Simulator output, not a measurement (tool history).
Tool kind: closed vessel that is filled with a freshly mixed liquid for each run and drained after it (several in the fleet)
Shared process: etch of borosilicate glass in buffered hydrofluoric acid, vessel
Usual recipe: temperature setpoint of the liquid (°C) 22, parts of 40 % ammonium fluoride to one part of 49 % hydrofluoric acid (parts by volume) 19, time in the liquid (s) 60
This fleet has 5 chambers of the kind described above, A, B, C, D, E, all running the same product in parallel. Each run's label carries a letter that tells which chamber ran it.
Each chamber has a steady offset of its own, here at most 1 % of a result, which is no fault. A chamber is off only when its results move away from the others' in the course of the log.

run    day  temperature setpoint of the liquid (°C)  parts of 40 % ammonium fluoride to one part of 49 % hydrofluoric acid (parts by volume)  time in the liquid (s)  read-back film thickness of the borosilicate glass reference wafer, read on the same gauge (nm)  thickness taken off the borosilicate glass on a monitor wafer (nm)
 1D  0.171                                       22                                                                                       19                      60                                                                                           110.03                                                              35.712
 2A  0.321                                       22                                                                                       19                      60                                                                                              110                                                              36.086
 3E  0.504                                       22                                                                                       19                      60                                                                                           109.98                                                              35.073
 4C  0.654                                       22                                                                                       19                      60                                                                                           109.99                                                              35.372
 5B  0.854                                       22                                                                                       19                      60                                                                                           110.01                                                              34.891
 6A  0.992                                     26.5                                                                                       19                      60                                                                                           109.99                                                               45.65
 7B  1.121                                     26.5                                                                                       19                      60                                                                                              110                                                              45.196
 8C  1.292                                     26.5                                                                                       19                      60                                                                                           110.01                                                              45.313
 9D  1.404                                     26.5                                                                                       19                      60                                                                                           110.01                                                              44.873
10E  1.562                                     26.5                                                                                       19                      60                                                                                           109.97                                                              45.404
11B  1.704                                       22                                                                                       19                      60                                                                                           109.98                                                              35.252
12D  1.862                                       22                                                                                       19                      60                                                                                              110                                                              35.283
13E  1.983                                       22                                                                                       19                      60                                                                                           109.99                                                              35.315
14A  2.112                                       22                                                                                       19                      60                                                                                           110.03                                                              35.717
15C  2.271                                       22                                                                                       19                      60                                                                                           109.98                                                              35.972
16C  2.438                                       22                                                                                       19                      60                                                                                           109.98                                                              35.365
17B  2.546                                       22                                                                                       19                      60                                                                                           109.97                                                              35.445
18E  2.638                                       22                                                                                       19                      60                                                                                           110.01                                                              35.347
19A  2.783                                       22                                                                                       19                      60                                                                                           110.01                                                                34.9
20D  2.975                                       22                                                                                       19                      60                                                                                           110.01                                                              35.526
21B  3.104                                       22                                                                                       19                      60                                                                                           110.01                                                              35.265
22D  3.217                                       22                                                                                       19                      60                                                                                           110.02                                                              35.458
     3.396  -- chamber D: thermometer replaced
23C  3.417                                       22                                                                                       19                      60                                                                                           109.99                                                              35.361
24A  3.583                                       22                                                                                       19                      60                                                                                           109.97                                                              34.996
25E    3.7                                       22                                                                                     25.5                      30                                                                                           110.01                                                              14.093
26C  3.842                                       22                                                                                     25.5                      30                                                                                           110.01                                                              14.437
27D  4.012                                       22                                                                                     25.5                      30                                                                                           109.98                                                               14.32
28E  4.192                                       22                                                                                     25.5                      30                                                                                              110                                                              14.038
     4.267  -- chamber E: hydrofluoric acid flow meter replaced
29B  4.321                                       22                                                                                     25.5                      30                                                                                           109.97                                                              14.253
30A  4.508                                       22                                                                                       19                      60                                                                                           109.99                                                              34.513
31E  4.621                                       22                                                                                       19                      60                                                                                           109.98                                                              35.742
32A  4.767                                       22                                                                                       14                      60                                                                                           110.01                                                              46.258
33B  4.883                                       22                                                                                       14                      60                                                                                           109.98                                                               47.71
34C  4.996                                       22                                                                                       14                      60                                                                                           110.04                                                              47.906
35D  5.121                                       22                                                                                       14                      60                                                                                           109.98                                                              48.382
36C  5.288                                       22                                                                                       14                      60                                                                                           110.02                                                              48.698
37A  5.471                                       22                                                                                       19                      60                                                                                           109.97                                                              34.351
38D  5.675                                       22                                                                                       19                      60                                                                                           110.01                                                              35.475
39E  5.792                                       22                                                                                       19                      60                                                                                           110.02                                                              35.381
40B  5.983                                       22                                                                                       19                      60                                                                                           109.97                                                              35.457
41A  6.079                                       22                                                                                       19                      60                                                                                           110.01                                                              33.632
42E  6.221                                       22                                                                                       19                      60                                                                                           110.02                                                              35.712
43C  6.417                                       22                                                                                       19                      60                                                                                           109.98                                                               36.02
44B  6.579                                       22                                                                                       19                      60                                                                                           110.02                                                              35.452

Each of the 5 chambers runs these same settings next. Fill in every chamber's results:
45A  6.725                                       22                                                                                       14                      60                                                                                                                                                                    ?
45B  6.725                                       22                                                                                       14                      60                                                                                                                                                                    ?
45C  6.725                                       22                                                                                       14                      60                                                                                                                                                                    ?
45D  6.725                                       22                                                                                       14                      60                                                                                                                                                                    ?
45E  6.725                                       22                                                                                       14                      60                                                                                                                                                                    ?

run  thickness taken off the borosilicate glass on a monitor wafer (nm)
45A                                                              45.123
45B                                                              47.605
45C                                                              48.473
45D                                                              47.906
45E                                                              47.284
